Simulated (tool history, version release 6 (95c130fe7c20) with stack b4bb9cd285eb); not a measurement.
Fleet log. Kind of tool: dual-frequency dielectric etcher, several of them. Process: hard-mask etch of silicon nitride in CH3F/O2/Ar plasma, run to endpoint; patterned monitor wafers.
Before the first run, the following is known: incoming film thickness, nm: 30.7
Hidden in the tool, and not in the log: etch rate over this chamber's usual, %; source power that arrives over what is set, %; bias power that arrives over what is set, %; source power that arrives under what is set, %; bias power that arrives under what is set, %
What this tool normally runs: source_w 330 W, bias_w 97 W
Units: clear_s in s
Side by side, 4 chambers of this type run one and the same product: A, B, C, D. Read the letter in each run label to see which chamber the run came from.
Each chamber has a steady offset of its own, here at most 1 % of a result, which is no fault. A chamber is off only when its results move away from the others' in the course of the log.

run,hour,source_w,bias_w,hours since the last wet clean,hours since the last source power generator calibration,hours since the last bias power generator calibration,clear_s
1A,9.6,330,97,102.3,1887.1,1911.5,42.836
2C,22.1,330,97,106.9,1523,3489,43.094
3B,29.5,330,97,230,3212,1210.4,43.023
4D,38.2,330,97,214.7,1374.8,528.6,42.049
5C,51.6,330,76,136.4,1552.5,3518.5,46.573
6B,58.8,330,76,259.3,3241.3,1239.7,46.64
7D,71,330,76,247.5,1407.6,561.4,46.345
8A,80.7,330,76,173.4,1958.2,1982.6,47.036
9B,94.2,330,97,294.7,3276.7,1275.1,43.26
10D,105.3,330,97,281.8,1441.9,595.7,42.257
11C,113.5,330,97,198.3,1614.4,3580.4,43.113
12A,125.4,330,97,218.1,2002.9,2027.3,42.925
13D,134,330,97,310.5,1470.6,624.4,42.075
14C,144.1,330,117,228.9,1645,3611,40.081
15A,153.8,330,117,246.5,2031.3,2055.7,39.783
16B,168.5,330,117,369,3351,1349.4,39.903
17A,176.1,330,117,268.8,2053.6,2078,39.912
18B,185.9,330,97,386.4,3368.4,1366.8,42.95
19C,195.9,330,97,280.7,1696.8,3662.8,43.425
20D,210.1,290,89,386.6,1546.7,700.5,44.859
21B,225,290,89,425.5,3407.5,1405.9,46.943
22A,236.4,290,89,329.1,2113.9,2138.3,46.37
23D,245.3,290,89,421.8,1581.9,735.7,44.684
24C,260.5,330,97,345.3,1761.4,3727.4,42.967

Next, all 4 chambers run the settings below, one line each with question marks for the results. What does each chamber give?
25A,271.4,330,97,,,,?
25B,271.4,330,97,,,,?
25C,271.4,330,97,,,,?
25D,271.4,330,97,,,,?

run,clear_s
25A,42.94
25B,42.953
25C,43.345
25D,41.074
